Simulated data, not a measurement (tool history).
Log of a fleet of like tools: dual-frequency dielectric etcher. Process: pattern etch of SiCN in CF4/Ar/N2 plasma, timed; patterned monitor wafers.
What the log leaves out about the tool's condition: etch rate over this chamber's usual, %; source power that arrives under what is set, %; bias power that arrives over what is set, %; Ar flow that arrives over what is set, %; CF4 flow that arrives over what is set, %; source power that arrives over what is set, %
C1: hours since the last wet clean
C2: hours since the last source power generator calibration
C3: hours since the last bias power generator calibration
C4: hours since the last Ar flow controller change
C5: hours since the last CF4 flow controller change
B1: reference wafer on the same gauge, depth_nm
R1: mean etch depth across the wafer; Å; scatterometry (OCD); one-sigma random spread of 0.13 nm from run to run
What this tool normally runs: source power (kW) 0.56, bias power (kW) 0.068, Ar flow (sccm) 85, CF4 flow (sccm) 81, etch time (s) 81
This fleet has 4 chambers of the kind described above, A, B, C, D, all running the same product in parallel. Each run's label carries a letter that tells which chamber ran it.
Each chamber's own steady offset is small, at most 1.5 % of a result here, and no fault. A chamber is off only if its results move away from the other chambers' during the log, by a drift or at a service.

{"day": 0.029, "done": "chamber C: wet clean of the chamber"}
{"run": "1B", "day": 0.188, "source power (kW)": 0.56, "bias power (kW)": 0.068, "Ar flow (sccm)": 85, "CF4 flow (sccm)": 81, "etch time (s)": 81, "C1": 391.7, "C2": 1977.1, "C3": 1059.5, "C4": 4942.4, "C5": 3371.4, "B1": 70.877, "R1": 867.39}
{"run": "2C", "day": 0.358, "source power (kW)": 0.56, "bias power (kW)": 0.068, "Ar flow (sccm)": 85, "CF4 flow (sccm)": 81, "etch time (s)": 81, "C1": 8, "C2": 3385.9, "C3": 3208.4, "C4": 1938.7, "C5": 2779.3, "B1": 70.924, "R1": 877.81}
{"run": "3A", "day": 0.562, "source power (kW)": 0.56, "bias power (kW)": 0.068, "Ar flow (sccm)": 85, "CF4 flow (sccm)": 81, "etch time (s)": 81, "C1": 37.5, "C2": 1514.4, "C3": 2028.9, "C4": 4628.3, "C5": 986.5, "B1": 70.905, "R1": 866.5}
{"run": "4D", "day": 0.708, "source power (kW)": 0.56, "bias power (kW)": 0.068, "Ar flow (sccm)": 85, "CF4 flow (sccm)": 81, "etch time (s)": 81, "C1": 25.9, "C2": 77.1, "C3": 1363.3, "C4": 4752.3, "C5": 1929.5, "B1": 70.927, "R1": 879.78}
{"run": "5B", "day": 0.996, "source power (kW)": 0.56, "bias power (kW)": 0.068, "Ar flow (sccm)": 85, "CF4 flow (sccm)": 81, "etch time (s)": 81, "C1": 411.1, "C2": 1996.5, "C3": 1078.9, "C4": 4961.8, "C5": 3390.8, "B1": 70.988, "R1": 866.1}
{"run": "6C", "day": 1.271, "source power (kW)": 0.5, "bias power (kW)": 0.068, "Ar flow (sccm)": 85, "CF4 flow (sccm)": 81, "etch time (s)": 81, "C1": 29.9, "C2": 3407.8, "C3": 3230.3, "C4": 1960.6, "C5": 2801.2, "B1": 70.957, "R1": 793.77}
{"run": "7A", "day": 1.471, "source power (kW)": 0.5, "bias power (kW)": 0.068, "Ar flow (sccm)": 85, "CF4 flow (sccm)": 81, "etch time (s)": 81, "C1": 59.3, "C2": 1536.2, "C3": 2050.7, "C4": 4650.1, "C5": 1008.3, "B1": 71.001, "R1": 783.03}
{"run": "8D", "day": 1.746, "source power (kW)": 0.5, "bias power (kW)": 0.068, "Ar flow (sccm)": 85, "CF4 flow (sccm)": 81, "etch time (s)": 81, "C1": 50.8, "C2": 102, "C3": 1388.2, "C4": 4777.2, "C5": 1954.4, "B1": 71.005, "R1": 796.86}
{"run": "9C", "day": 2.029, "source power (kW)": 0.5, "bias power (kW)": 0.068, "Ar flow (sccm)": 85, "CF4 flow (sccm)": 81, "etch time (s)": 81, "C1": 48.1, "C2": 3426, "C3": 3248.5, "C4": 1978.8, "C5": 2819.4, "B1": 70.992, "R1": 794.13}
{"run": "10A", "day": 2.208, "source power (kW)": 0.56, "bias power (kW)": 0.068, "Ar flow (sccm)": 85, "CF4 flow (sccm)": 81, "etch time (s)": 81, "C1": 77, "C2": 1553.9, "C3": 2068.4, "C4": 4667.8, "C5": 1026, "B1": 71.002, "R1": 866.52}
{"run": "11D", "day": 2.504, "source power (kW)": 0.56, "bias power (kW)": 0.068, "Ar flow (sccm)": 85, "CF4 flow (sccm)": 81, "etch time (s)": 94.5, "C1": 69, "C2": 120.2, "C3": 1406.4, "C4": 4795.4, "C5": 1972.6, "B1": 71.006, "R1": 1025.1}
{"run": "12B", "day": 2.671, "source power (kW)": 0.56, "bias power (kW)": 0.068, "Ar flow (sccm)": 85, "CF4 flow (sccm)": 81, "etch time (s)": 94.5, "C1": 451.3, "C2": 2036.7, "C3": 1119.1, "C4": 5002, "C5": 3431, "B1": 71.048, "R1": 1012}
{"run": "13B", "day": 2.888, "source power (kW)": 0.56, "bias power (kW)": 0.068, "Ar flow (sccm)": 85, "CF4 flow (sccm)": 81, "etch time (s)": 94.5, "C1": 456.5, "C2": 2041.9, "C3": 1124.3, "C4": 5007.2, "C5": 3436.2, "B1": 71.038, "R1": 1013}
{"run": "14A", "day": 3.067, "source power (kW)": 0.56, "bias power (kW)": 0.068, "Ar flow (sccm)": 85, "CF4 flow (sccm)": 81, "etch time (s)": 94.5, "C1": 97.6, "C2": 1574.5, "C3": 2089, "C4": 4688.4, "C5": 1046.6, "B1": 71.032, "R1": 1011}
{"day": 3.229, "done": "chamber A: Ar flow controller replaced"}
{"run": "15C", "day": 3.338, "source power (kW)": 0.56, "bias power (kW)": 0.068, "Ar flow (sccm)": 85, "CF4 flow (sccm)": 81, "etch time (s)": 81, "C1": 79.5, "C2": 3457.4, "C3": 3279.9, "C4": 2010.2, "C5": 2850.8, "B1": 71.065, "R1": 876.56}
{"run": "16D", "day": 3.529, "source power (kW)": 0.56, "bias power (kW)": 0.068, "Ar flow (sccm)": 85, "CF4 flow (sccm)": 81, "etch time (s)": 81, "C1": 93.6, "C2": 144.8, "C3": 1431, "C4": 4820, "C5": 1997.2, "B1": 71.088, "R1": 880.26}
{"run": "17C", "day": 3.696, "source power (kW)": 0.56, "bias power (kW)": 0.068, "Ar flow (sccm)": 85, "CF4 flow (sccm)": 81, "etch time (s)": 81, "C1": 88.1, "C2": 3466, "C3": 3288.5, "C4": 2018.8, "C5": 2859.4, "B1": 71.05, "R1": 879.63}
{"run": "18A", "day": 3.925, "source power (kW)": 0.56, "bias power (kW)": 0.068, "Ar flow (sccm)": 85, "CF4 flow (sccm)": 81, "etch time (s)": 81, "C1": 118.2, "C2": 1595.1, "C3": 2109.6, "C4": 16.8, "C5": 1067.2, "B1": 71.116, "R1": 868.09}
{"run": "19B", "day": 4.112, "source power (kW)": 0.56, "bias power (kW)": 0.068, "Ar flow (sccm)": 85, "CF4 flow (sccm)": 81, "etch time (s)": 81, "C1": 485.9, "C2": 2071.3, "C3": 1153.7, "C4": 5036.6, "C5": 3465.6, "B1": 71.112, "R1": 873.39}
{"run": "20D", "day": 4.358, "source power (kW)": 0.56, "bias power (kW)": 0.068, "Ar flow (sccm)": 85, "CF4 flow (sccm)": 81, "etch time (s)": 81, "C1": 113.5, "C2": 164.7, "C3": 1450.9, "C4": 4839.9, "C5": 2017.1, "B1": 71.135, "R1": 880.17}
{"run": "21A", "day": 4.508, "source power (kW)": 0.56, "bias power (kW)": 0.068, "Ar flow (sccm)": 85, "CF4 flow (sccm)": 81, "etch time (s)": 81, "C1": 132.2, "C2": 1609.1, "C3": 2123.6, "C4": 30.8, "C5": 1081.2, "B1": 71.123, "R1": 867.63}
{"run": "22D", "day": 4.812, "source power (kW)": 0.56, "bias power (kW)": 0.068, "Ar flow (sccm)": 85, "CF4 flow (sccm)": 81, "etch time (s)": 81, "C1": 124.4, "C2": 175.6, "C3": 1461.8, "C4": 4850.8, "C5": 2028, "B1": 71.123, "R1": 881.13}
{"run": "23B", "day": 5.05, "source power (kW)": 0.56, "bias power (kW)": 0.068, "Ar flow (sccm)": 85, "CF4 flow (sccm)": 81, "etch time (s)": 81, "C1": 508.4, "C2": 2093.8, "C3": 1176.2, "C4": 5059.1, "C5": 3488.1, "B1": 71.137, "R1": 871.17}
{"run": "24C", "day": 5.238, "source power (kW)": 0.56, "bias power (kW)": 0.068, "Ar flow (sccm)": 85, "CF4 flow (sccm)": 81, "etch time (s)": 81, "C1": 125.1, "C2": 3503, "C3": 3325.5, "C4": 2055.8, "C5": 2896.4, "B1": 71.169, "R1": 879.8}
{"run": "25D", "day": 5.425, "source power (kW)": 0.56, "bias power (kW)": 0.068, "Ar flow (sccm)": 85, "CF4 flow (sccm)": 81, "etch time (s)": 81, "C1": 139.1, "C2": 190.3, "C3": 1476.5, "C4": 4865.5, "C5": 2042.7, "B1": 71.169, "R1": 881.63}
{"run": "26C", "day": 5.742, "source power (kW)": 0.56, "bias power (kW)": 0.068, "Ar flow (sccm)": 98, "CF4 flow (sccm)": 81, "etch time (s)": 81, "C1": 137.2, "C2": 3515.1, "C3": 3337.6, "C4": 2067.9, "C5": 2908.5, "B1": 71.153, "R1": 859.75}
{"run": "27B", "day": 6.038, "source power (kW)": 0.56, "bias power (kW)": 0.068, "Ar flow (sccm)": 98, "CF4 flow (sccm)": 81, "etch time (s)": 81, "C1": 532.1, "C2": 2117.5, "C3": 1199.9, "C4": 5082.8, "C5": 3511.8, "B1": 71.189, "R1": 853.11}
{"run": "28A", "day": 6.258, "source power (kW)": 0.56, "bias power (kW)": 0.068, "Ar flow (sccm)": 98, "CF4 flow (sccm)": 81, "etch time (s)": 81, "C1": 174.2, "C2": 1651.1, "C3": 2165.6, "C4": 72.8, "C5": 1123.2, "B1": 71.207, "R1": 851.21}
{"run": "29D", "day": 6.517, "source power (kW)": 0.56, "bias power (kW)": 0.068, "Ar flow (sccm)": 98, "CF4 flow (sccm)": 81, "etch time (s)": 81, "C1": 165.3, "C2": 216.5, "C3": 1502.7, "C4": 4891.7, "C5": 2068.9, "B1": 71.212, "R1": 863}
{"run": "30B", "day": 6.738, "source power (kW)": 0.56, "bias power (kW)": 0.068, "Ar flow (sccm)": 85, "CF4 flow (sccm)": 81, "etch time (s)": 81, "C1": 548.9, "C2": 2134.3, "C3": 1216.7, "C4": 5099.6, "C5": 3528.6, "B1": 71.229, "R1": 871.64}
{"run": "31A", "day": 7.021, "source power (kW)": 0.56, "bias power (kW)": 0.068, "Ar flow (sccm)": 85, "CF4 flow (sccm)": 81, "etch time (s)": 81, "C1": 192.5, "C2": 1669.4, "C3": 2183.9, "C4": 91.1, "C5": 1141.5, "B1": 71.222, "R1": 869.88}
{"run": "32C", "day": 7.221, "source power (kW)": 0.56, "bias power (kW)": 0.068, "Ar flow (sccm)": 85, "CF4 flow (sccm)": 99, "etch time (s)": 81, "C1": 172.7, "C2": 3550.6, "C3": 3373.1, "C4": 2103.4, "C5": 2944, "B1": 71.234, "R1": 906.15}
{"run": "33B", "day": 7.488, "source power (kW)": 0.56, "bias power (kW)": 0.068, "Ar flow (sccm)": 85, "CF4 flow (sccm)": 99, "etch time (s)": 81, "C1": 566.9, "C2": 2152.3, "C3": 1234.7, "C4": 5117.6, "C5": 3546.6, "B1": 71.263, "R1": 897.62}
{"run": "34D", "day": 7.679, "source power (kW)": 0.56, "bias power (kW)": 0.068, "Ar flow (sccm)": 85, "CF4 flow (sccm)": 99, "etch time (s)": 81, "C1": 193.2, "C2": 244.4, "C3": 1530.6, "C4": 4919.6, "C5": 2096.8, "B1": 71.239, "R1": 907.41}
{"run": "35C", "day": 7.829, "source power (kW)": 0.56, "bias power (kW)": 0.068, "Ar flow (sccm)": 85, "CF4 flow (sccm)": 99, "etch time (s)": 81, "C1": 187.3, "C2": 3565.2, "C3": 3387.7, "C4": 2118, "C5": 2958.6, "B1": 71.311, "R1": 905.63}
{"run": "36A", "day": 8.075, "source power (kW)": 0.56, "bias power (kW)": 0.068, "Ar flow (sccm)": 102, "CF4 flow (sccm)": 81, "etch time (s)": 81, "C1": 217.8, "C2": 1694.7, "C3": 2209.2, "C4": 116.4, "C5": 1166.8, "B1": 71.323, "R1": 847.48}
{"run": "37A", "day": 8.292, "source power (kW)": 0.56, "bias power (kW)": 0.068, "Ar flow (sccm)": 102, "CF4 flow (sccm)": 81, "etch time (s)": 81, "C1": 223, "C2": 1699.9, "C3": 2214.4, "C4": 121.6, "C5": 1172, "B1": 71.28, "R1": 845.46}
{"run": "38C", "day": 8.442, "source power (kW)": 0.56, "bias power (kW)": 0.068, "Ar flow (sccm)": 102, "CF4 flow (sccm)": 81, "etch time (s)": 81, "C1": 202, "C2": 3579.9, "C3": 3402.4, "C4": 2132.7, "C5": 2973.3, "B1": 71.296, "R1": 857.44}
{"run": "39D", "day": 8.75, "source power (kW)": 0.56, "bias power (kW)": 0.068, "Ar flow (sccm)": 102, "CF4 flow (sccm)": 81, "etch time (s)": 81, "C1": 218.9, "C2": 270.1, "C3": 1556.3, "C4": 4945.3, "C5": 2122.5, "B1": 71.316, "R1": 858.12}

Next, every chamber runs the same settings. What will each give?
{"run": "40A", "day": 8.979, "source power (kW)": 0.56, "bias power (kW)": 0.068, "Ar flow (sccm)": 85, "CF4 flow (sccm)": 64, "etch time (s)": 81, "R1": "?"}
{"run": "40B", "day": 8.979, "source power (kW)": 0.56, "bias power (kW)": 0.068, "Ar flow (sccm)": 85, "CF4 flow (sccm)": 64, "etch time (s)": 81, "R1": "?"}
{"run": "40C", "day": 8.979, "source power (kW)": 0.56, "bias power (kW)": 0.068, "Ar flow (sccm)": 85, "CF4 flow (sccm)": 64, "etch time (s)": 81, "R1": "?"}
{"run": "40D", "day": 8.979, "source power (kW)": 0.56, "bias power (kW)": 0.068, "Ar flow (sccm)": 85, "CF4 flow (sccm)": 64, "etch time (s)": 81, "R1": "?"}

run=40A R1=841.7
run=40B R1=845.24
run=40C R1=850.18
run=40D R1=853.18
